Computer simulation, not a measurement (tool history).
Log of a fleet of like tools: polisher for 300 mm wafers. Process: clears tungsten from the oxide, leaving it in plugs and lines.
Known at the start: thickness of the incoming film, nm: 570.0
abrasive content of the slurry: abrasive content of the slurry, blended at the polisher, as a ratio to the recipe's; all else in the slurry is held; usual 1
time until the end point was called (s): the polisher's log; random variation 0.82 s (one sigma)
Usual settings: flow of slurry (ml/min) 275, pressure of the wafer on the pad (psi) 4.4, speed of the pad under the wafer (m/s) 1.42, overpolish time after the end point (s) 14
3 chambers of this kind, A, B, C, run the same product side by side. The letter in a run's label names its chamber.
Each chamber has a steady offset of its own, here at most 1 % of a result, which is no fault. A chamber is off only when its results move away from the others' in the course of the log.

| run | day | flow of slurry (ml/min) | pressure of the wafer on the pad (psi) | speed of the pad under the wafer (m/s) | abrasive content of the slurry | overpolish time after the end point (s) | wafers polished on this pad | hours since the slurry nozzle was cleaned | hours since the head pressure was calibrated | hours since the slurry blender was calibrated | hours since the slurry got fresh peroxide | time until the end point was called (s) |
|---|---|---|---|---|---|---|---|---|---|---|---|---|
| 1B | 0.408 | 275 | 4.4 | 1.42 | 1 | 14 | 1057 | 249.9 | 519.3 | 150.8 | 96.7 | 62.98 |
| 2A | 0.808 | 275 | 4.4 | 1.42 | 1 | 14 | 129 | 143.7 | 880.8 | 332.6 | 25.7 | 62.374 |
|  | 0.812 | chamber B: slurry tank refilled with fresh slurry and peroxide |
|  | 1.021 | chamber A: slurry blender recalibrated |
| 3C | 1.275 | 275 | 4.4 | 1.42 | 1 | 14 | 1186 | 339.6 | 484.2 | 62 | 100.9 | 62.711 |
| 4C | 1.804 | 275 | 4.4 | 1.42 | 1 | 14 | 1253 | 352.3 | 496.9 | 74.7 | 113.6 | 63.408 |
|  | 2.096 | chamber B: worn pad replaced by a new one |
| 5A | 2.346 | 355 | 4.4 | 1.42 | 1 | 14 | 322 | 180.6 | 917.7 | 31.9 | 62.6 | 61.725 |
|  | 2.538 | chamber B: head pressure recalibrated |
|  | 2.575 | chamber C: worn pad replaced by a new one |
| 6B | 2.862 | 355 | 4.4 | 1.42 | 1 | 14 | 96 | 308.8 | 7.8 | 209.7 | 49.3 | 61.906 |
| 7C | 3.158 | 355 | 4.4 | 1.42 | 1 | 14 | 73 | 384.8 | 529.4 | 107.2 | 146.1 | 61.596 |
|  | 3.258 | chamber A: slurry tank refilled with fresh slurry and peroxide |
| 8A | 3.642 | 305 | 3.7 | 1.42 | 1 | 14 | 485 | 211.7 | 948.8 | 63 | 9.3 | 73.705 |
| 9B | 3.938 | 305 | 3.7 | 1.42 | 1 | 14 | 231 | 334.6 | 33.6 | 235.5 | 75.1 | 73.974 |
| 10C | 4.471 | 305 | 3.7 | 1.42 | 1 | 14 | 238 | 416.3 | 560.9 | 138.7 | 177.6 | 74.866 |
| 11A | 4.912 | 275 | 4.4 | 1.42 | 1 | 14 | 645 | 242.2 | 979.3 | 93.5 | 39.8 | 64.597 |
| 12B | 5.429 | 275 | 4.4 | 1.42 | 1 | 14 | 419 | 370.4 | 69.4 | 271.3 | 110.9 | 62.45 |
| 13A | 5.675 | 275 | 4.4 | 1.42 | 1 | 14 | 741 | 260.5 | 997.6 | 111.8 | 58.1 | 65.042 |
| 14B | 5.962 | 275 | 4.4 | 1.42 | 1 | 14 | 486 | 383.2 | 82.2 | 284.1 | 123.7 | 63.731 |
|  | 6.25 | chamber B: slurry tank refilled with fresh slurry and peroxide |
| 15C | 6.429 | 340 | 4.4 | 1.42 | 1 | 11 | 484 | 463.3 | 607.9 | 185.7 | 224.6 | 63.327 |
|  | 6.588 | chamber A: slurry tank refilled with fresh slurry and peroxide |
| 16A | 6.762 | 340 | 4.4 | 1.42 | 1 | 11 | 877 | 286.6 | 1023.7 | 137.9 | 4.3 | 62.161 |
|  | 7.05 | chamber B: slurry nozzle cleaned |
| 17B | 7.05 | 340 | 4.4 | 1.42 | 1 | 11 | 623 | 0.1 | 108.3 | 310.2 | 19.3 | 61.451 |
| 18C | 7.379 | 275 | 4.4 | 1.42 | 1 | 14 | 604 | 486.1 | 630.7 | 208.5 | 247.4 | 64.439 |
| 19C | 7.721 | 275 | 4.4 | 1.42 | 1 | 14 | 646 | 494.3 | 638.9 | 216.7 | 255.6 | 63.235 |
| 20A | 7.967 | 275 | 4.4 | 1.42 | 1 | 14 | 1029 | 315.5 | 1052.6 | 166.8 | 33.2 | 63.522 |
|  | 8.146 | chamber A: worn pad replaced by a new one |
| 21B | 8.479 | 275 | 4.4 | 1.42 | 1 | 14 | 802 | 34.4 | 142.6 | 344.5 | 53.6 | 63.053 |
| 22C | 8.742 | 275 | 4.4 | 1.42 | 1 | 14 | 775 | 518.8 | 663.4 | 241.2 | 280.1 | 65.76 |
| 23B | 9.092 | 230 | 5.5 | 1.42 | 1 | 14 | 879 | 49.1 | 157.3 | 359.2 | 68.3 | 50.258 |
| 24A | 9.525 | 230 | 5.5 | 1.42 | 1 | 14 | 173 | 352.9 | 1090 | 204.2 | 70.6 | 50.931 |
| 25A | 9.85 | 230 | 5.5 | 1.42 | 1 | 14 | 214 | 360.7 | 1097.8 | 212 | 78.4 | 52.972 |
|  | 10.083 | chamber C: slurry nozzle cleaned |
|  | 10.192 | chamber B: slurry blender recalibrated |
|  | 10.212 | chamber A: slurry tank refilled with fresh slurry and peroxide |
| 26B | 10.225 | 275 | 4.4 | 1.42 | 1 | 14 | 1022 | 76.3 | 184.5 | 0.9 | 95.5 | 62.546 |
| 27C | 10.7 | 275 | 4.4 | 1.42 | 1 | 14 | 1021 | 14.9 | 710.4 | 288.2 | 327.1 | 64.115 |
|  | 11.183 | chamber B: worn pad replaced by a new one |
| 28C | 11.188 | 275 | 4.4 | 1.42 | 1 | 14 | 1082 | 26.6 | 722.1 | 299.9 | 338.8 | 66.989 |
| 29A | 11.729 | 275 | 5.1 | 1.42 | 1 | 17 | 450 | 405.8 | 1142.9 | 257.1 | 36.5 | 53.942 |
|  | 11.85 | chamber B: slurry tank refilled with fresh slurry and peroxide |
| 30B | 12.167 | 275 | 5.1 | 1.42 | 1 | 17 | 123 | 122.9 | 231.1 | 47.5 | 7.7 | 53.753 |
|  | 12.275 | chamber C: worn pad replaced by a new one |
| 31C | 12.612 | 275 | 5.1 | 1.42 | 1 | 17 | 42 | 60.8 | 756.3 | 334.1 | 373 | 57.258 |
|  | 12.746 | chamber A: slurry blender recalibrated |
| 32A | 13.017 | 190 | 4.4 | 1.42 | 0.85 | 14 | 612 | 436.7 | 1173.8 | 6.6 | 67.4 | 67.784 |
|  | 13.238 | chamber A: slurry tank refilled with fresh slurry and peroxide |
| 33B | 13.362 | 190 | 4.4 | 1.42 | 0.85 | 14 | 274 | 151.6 | 259.8 | 76.2 | 36.4 | 67.576 |
| 34A | 13.679 | 190 | 4.4 | 1.42 | 0.85 | 14 | 695 | 452.6 | 1189.7 | 22.5 | 10.6 | 66.584 |
| 35C | 13.917 | 275 | 4.4 | 1.42 | 1 | 14 | 206 | 92.1 | 787.6 | 365.4 | 404.3 | 66.932 |
| 36B | 14.404 | 275 | 4.4 | 1.42 | 1 | 14 | 405 | 176.6 | 284.8 | 101.2 | 61.4 | 61.496 |
| 37C | 14.717 | 245 | 4.4 | 1.86 | 1 | 14 | 307 | 111.3 | 806.8 | 384.6 | 423.5 | 52.365 |
| 38A | 15.246 | 245 | 4.4 | 1.86 | 1 | 14 | 892 | 490.2 | 1227.3 | 60.1 | 48.2 | 47.236 |
| 39B | 15.5 | 245 | 4.4 | 1.86 | 1 | 14 | 542 | 202.9 | 311.1 | 127.5 | 87.7 | 48.738 |
| 40B | 15.796 | 275 | 4.4 | 1.42 | 1 | 14 | 580 | 210 | 318.2 | 134.6 | 94.8 | 62.36 |
|  | 16.229 | chamber A: worn pad replaced by a new one |
| 41A | 16.262 | 275 | 4.4 | 1.42 | 1 | 14 | 4 | 514.6 | 1251.7 | 84.5 | 72.6 | 61.721 |
|  | 16.6 | chamber B: slurry tank refilled with fresh slurry and peroxide |
| 42C | 16.612 | 275 | 4.4 | 1.42 | 1 | 14 | 545 | 156.8 | 852.3 | 430.1 | 469 | 68.234 |
| 43B | 16.929 | 345 | 4.4 | 1.42 | 1 | 14 | 722 | 237.2 | 345.4 | 161.8 | 8 | 61.286 |
|  | 17.079 | chamber C: slurry blender recalibrated |
| 44C | 17.283 | 345 | 4.4 | 1.42 | 1 | 14 | 629 | 172.9 | 868.4 | 5 | 485.1 | 67.797 |

All 3 chambers run these settings next. Forecast each chamber's results:
| 45A | 17.671 | 275 | 4.4 | 1.42 | 1 | 12 |  |  |  |  |  | ? |
| 45B | 17.671 | 275 | 4.4 | 1.42 | 1 | 12 |  |  |  |  |  | ? |
| 45C | 17.671 | 275 | 4.4 | 1.42 | 1 | 12 |  |  |  |  |  | ? |

| run | time until the end point was called (s) |
|---|---|
| 45A | 63.308 |
| 45B | 61.822 |
| 45C | 70.847 |
